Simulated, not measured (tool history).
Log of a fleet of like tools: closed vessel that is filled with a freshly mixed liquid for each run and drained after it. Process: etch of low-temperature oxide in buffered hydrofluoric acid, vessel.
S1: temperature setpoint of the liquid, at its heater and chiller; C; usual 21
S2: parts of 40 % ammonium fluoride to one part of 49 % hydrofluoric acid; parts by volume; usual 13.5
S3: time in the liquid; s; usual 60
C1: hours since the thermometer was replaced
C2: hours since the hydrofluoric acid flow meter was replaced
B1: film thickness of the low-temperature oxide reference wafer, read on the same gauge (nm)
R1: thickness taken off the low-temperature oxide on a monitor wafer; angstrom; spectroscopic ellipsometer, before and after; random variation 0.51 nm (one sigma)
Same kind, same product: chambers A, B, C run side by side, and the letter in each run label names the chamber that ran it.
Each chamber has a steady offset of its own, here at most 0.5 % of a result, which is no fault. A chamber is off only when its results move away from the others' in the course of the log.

run,hour,S1,S2,S3,C1,C2,B1,R1
1A,9.4,21,13.5,60,617.2,68.2,69.979,954.47
2C,16.5,21,13.5,60,1926.6,77.5,69.995,967.92
3B,24.8,21,13.5,60,1570.6,212.1,69.975,959.9
4B,33.4,21,13.5,60,1579.2,220.7,69.992,950.44
5A,40.4,21,13.5,60,648.2,99.2,69.996,948.3
6C,50.1,21,13.5,60,1960.2,111.1,70.006,956.18
7A,58,21,13.5,60,665.8,116.8,70.043,963.66
8C,63.6,21,13.5,60,1973.7,124.6,69.994,960.2
9B,69.6,21,13.5,60,1615.4,256.9,70.002,949.85
10C,80.1,21,13.5,60,1990.2,141.1,70.039,955.28
11A,89.1,21,13.5,60,696.9,147.9,69.963,954.41
12B,98.2,21,13.5,60,1644,285.5,69.987,966.87
13A,104.8,21,13.5,60,712.6,163.6,69.973,951.97
14C,111.1,21,13.5,60,2021.2,172.1,69.991,948.49
15B,117.2,21,13.5,60,1663,304.5,69.987,964.89
16A,126.9,21,13.5,75,734.7,185.7,69.974,1171.1
17B,136.4,21,13.5,75,1682.2,323.7,69.988,1203.1
18C,142.7,21,13.5,75,2052.8,203.7,70.025,1205.8
19B,153.9,21,13.5,60,1699.7,341.2,70.001,957.58
20A,162.2,24,13.5,60,770,221,70.005,1088.4
21C,173.5,24,13.5,60,2083.6,234.5,69.974,1130.2
22B,184,24,13.5,60,1729.8,371.3,70.014,1137.1
23A,189.6,21,13.5,60,797.4,248.4,70.026,908.75
24C,197.9,21,13.5,60,2108,258.9,69.977,949.69
25C,203.2,21,13.5,60,2113.3,264.2,69.994,955.59
26A,213.3,21,13.5,60,821.1,272.1,69.994,901.73
27B,223.7,21,13.5,60,1769.5,411,69.946,955.77

Has any chamber moved away from the others, gradually or after a service, or does the common gauge drift, or do the chambers differ only by their own small steady offsets? State the chamber and the most likely cause if one applies.

One chamber, A, drifts off from the rest bit by bit.
What lies behind it: liquid colder than its thermometer reads (K) = 1.24.
The log may not separate it from: hydrofluoric acid flow below the setpoint (%).

Below are 4 candidate recipes for chamber A's next run, each the usual settings with a change, their results shown as question marks. Which of them brings A's results back in line with what the other chambers give on the usual settings?
In-line tolerance around the mean of the other chambers on the usual settings: R1 18 angstrom
28A-1,232,21,14.5,60,,,,?
28A-2,232,21,12.5,60,,,,?
28A-3,232,21.5,13.5,60,,,,?
28A-4,232,20.5,13.5,60,,,,?

On the usual settings, the other chambers give on average: R1 961.15 angstrom
run,R1
28A-1,836.02
28A-2,969.26
28A-3,923.22
28A-4,873.31
28A-2 brings the chamber back in line.
